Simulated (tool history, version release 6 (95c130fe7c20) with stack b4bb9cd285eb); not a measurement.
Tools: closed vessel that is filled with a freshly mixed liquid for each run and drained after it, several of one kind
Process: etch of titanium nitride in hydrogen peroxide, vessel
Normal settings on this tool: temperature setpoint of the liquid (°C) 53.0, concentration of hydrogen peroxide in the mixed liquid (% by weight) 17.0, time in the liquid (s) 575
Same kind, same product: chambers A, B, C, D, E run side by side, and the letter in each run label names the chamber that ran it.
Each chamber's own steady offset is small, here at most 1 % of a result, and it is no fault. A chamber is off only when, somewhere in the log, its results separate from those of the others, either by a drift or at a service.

run	hour	temperature setpoint of the liquid (°C)	concentration of hydrogen peroxide in the mixed liquid (% by weight)	time in the liquid (s)	read-back film thickness of the titanium nitride reference wafer, read on the same gauge (nm)	thickness taken off the titanium nitride on a monitor wafer (Å)
1B	11.2	53.0	17.0	575	120.02	174.840
2A	27.0	53.0	17.0	575	120.04	172.810
3D	39.6	53.0	17.0	575	119.96	173.930
# hour 48.3: chamber B: new drum of peroxide connected
4C	52.7	53.0	17.0	575	119.98	175.600
5E	64.4	53.0	17.0	575	119.93	173.940
6C	79.7	53.0	17.0	575	120.02	174.600
7E	96.0	53.0	17.0	575	119.96	174.520
8D	105.4	53.0	17.0	575	120.04	174.260
9A	115.5	53.0	17.0	575	120.01	173.040
10B	129.2	53.0	17.0	575	120.04	173.280
# hour 136.0: chamber D: new drum of peroxide connected
11A	139.7	53.0	17.0	575	119.98	173.140
# hour 141.9: chamber E: peroxide flow meter replaced
12C	153.5	53.0	17.0	575	120.01	175.180
# hour 153.9: chamber E: new drum of peroxide connected
13E	170.0	45.0	17.0	575	120.03	97.264
14B	181.5	45.0	17.0	575	120.03	97.795
15D	190.2	45.0	17.0	575	120.03	98.779
# hour 199.9: chamber C: peroxide flow meter replaced
16E	204.6	45.0	17.0	575	119.97	96.729
17A	216.6	45.0	17.0	575	119.99	96.953
18B	226.8	53.0	19.0	355	120.03	110.040
19D	242.6	53.0	19.0	355	120.00	110.970
20C	251.8	53.0	19.0	355	119.97	110.910
21B	261.9	53.0	19.0	355	120.02	109.850
22C	276.1	53.0	19.0	355	120.03	110.260
23E	284.9	53.0	13.5	575	119.98	166.120
# hour 288.5: chamber A: new drum of peroxide connected
24A	293.2	53.0	13.5	575	120.01	164.620
25D	308.4	53.0	13.5	575	120.00	167.420
26D	319.8	53.0	13.5	575	119.99	169.760
27A	331.3	53.0	13.5	575	119.98	164.120
28C	342.6	53.0	17.0	575	120.05	174.460
# hour 354.7: chamber C: thermometer replaced
29B	356.6	53.0	17.0	575	120.02	174.250
30E	365.4	53.0	17.0	575	120.02	172.760
31C	373.2	53.0	17.0	575	119.99	174.670
32E	385.0	48.5	13.0	575	119.96	118.780
# hour 392.9: chamber B: new drum of peroxide connected
33A	394.6	48.5	13.0	575	119.97	118.630
34B	405.2	48.5	13.0	575	120.06	119.930
35D	417.1	48.5	13.0	575	120.05	122.990
36D	429.2	48.5	13.0	575	120.03	123.220
37C	445.0	53.0	17.0	575	120.03	174.810
38A	459.3	53.0	21.0	575	120.02	180.930
39B	467.5	53.0	21.0	575	120.02	182.670

Predict what each chamber gives when all 5 of them run the settings below next.
40A	479.3	53.0	17.0	575		?
40B	479.3	53.0	17.0	575		?
40C	479.3	53.0	17.0	575		?
40D	479.3	53.0	17.0	575		?
40E	479.3	53.0	17.0	575		?

run	thickness taken off the titanium nitride on a monitor wafer (Å)
40A	174.400
40B	174.170
40C	175.180
40D	179.910
40E	173.060
